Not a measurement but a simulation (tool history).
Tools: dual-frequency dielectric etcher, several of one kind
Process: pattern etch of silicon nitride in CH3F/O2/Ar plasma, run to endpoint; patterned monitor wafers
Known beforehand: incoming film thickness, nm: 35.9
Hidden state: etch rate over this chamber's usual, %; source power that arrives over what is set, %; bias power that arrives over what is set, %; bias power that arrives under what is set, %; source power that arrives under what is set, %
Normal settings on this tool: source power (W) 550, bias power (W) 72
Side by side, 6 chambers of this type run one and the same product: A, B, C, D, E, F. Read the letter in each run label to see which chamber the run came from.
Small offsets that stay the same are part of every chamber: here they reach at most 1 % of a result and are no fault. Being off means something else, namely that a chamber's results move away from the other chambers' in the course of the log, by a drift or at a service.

run,hour,source power (W),bias power (W),hours since the last wet clean,hours since the last source power generator calibration,hours since the last bias power generator calibration,endpoint time (s)
1D,5.7,550,72,158.6,1146.3,1662.4,45.719
# hour 6.6: chamber A: wet clean of the chamber
2C,12.7,550,72,147,2598.9,4099.6,45.703
3E,18.1,550,72,385.5,2177.7,4757.6,45.739
4A,21.9,550,72,15.3,2796.6,1269.8,45.844
5B,26.1,550,72,532.9,34,1207.7,45.872
# hour 26.6: chamber C: bias power generator calibrated
6F,32.3,480,87,195.7,352.3,1055.6,45.252
7A,37.7,480,87,31.1,2812.4,1285.6,45.24
8F,44.5,480,87,207.9,364.5,1067.8,45.775
9D,50.9,480,87,203.8,1191.5,1707.6,45.547
10E,57.9,480,87,425.3,2217.5,4797.4,45.498
11B,62.3,480,87,569.1,70.2,1243.9,44.677
12C,70.5,550,72,204.8,2656.7,43.9,45.847
13E,75.4,550,72,442.8,2235,4814.9,46.047
14D,82.3,550,72,235.2,1222.9,1739,45.868
15C,90.5,550,72,224.8,2676.7,63.9,45.511
16B,95.4,550,72,602.2,103.3,1277,45.735
17A,101.1,550,72,94.5,2875.8,1349,45.966
18F,107.4,550,72,270.8,427.4,1130.7,46.124
19D,111.7,550,72,264.6,1252.3,1768.4,46.28
20C,115.7,550,72,250,2701.9,89.1,45.864
21A,122.1,550,72,115.5,2896.8,1370,46.072
# hour 122.9: chamber B: wet clean of the chamber
22B,130.4,550,72,7.6,138.3,1312,45.529
23E,137,550,72,504.4,2296.6,4876.5,45.396
24F,143.2,550,72,306.6,463.2,1166.5,45.796
25F,149.4,420,56,312.8,469.4,1172.7,55.536
26D,156.6,420,56,309.5,1297.2,1813.3,55.729
27E,160.8,420,56,528.2,2320.4,4900.3,54.473
28C,166.7,420,56,301,2752.9,140.1,55.119
29A,175,420,56,168.4,2949.7,1422.9,55.074
30B,182.3,420,56,59.5,190.2,1363.9,55.221
31C,186.8,550,72,321.1,2773,160.2,45.914
32E,192.7,480,81,560.1,2352.3,4932.2,45.919
33B,199.4,480,81,76.6,207.3,1381,46.226
34F,206.4,480,81,369.8,526.4,1229.7,46.246
35D,213.1,480,81,366,1353.7,1869.8,46.386
36A,220.8,480,81,214.2,2995.5,1468.7,46.156

Is one chamber off against the others, does the gauge drift, or is nothing wrong? If a chamber is off, say which, and what the likeliest cause is.

It is chamber E that slowly wanders off from its peers.
Likeliest cause: etch rate over this chamber's usual, % = 2.4.

Below are 4 candidate recipes for chamber E's next run, each the usual settings with a change, their results shown as question marks. Which of them brings E's results back in line with what the other chambers give on the usual settings?
Allowed miss from the other chambers' usual-settings mean, per result, to count as in line: endpoint time (s) 0.65
37E-1,226.9,550,76,,,,?
37E-2,226.9,610,72,,,,?
37E-3,226.9,550,62,,,,?
37E-4,226.9,530,70,,,,?

Average result of the remaining chambers running the usual settings: endpoint time (s) 45.843
run,endpoint time (s)
37E-1,44.204
37E-2,43.234
37E-3,47.257
37E-4,46.091
37E-4 puts the chamber back in line with the other chambers.
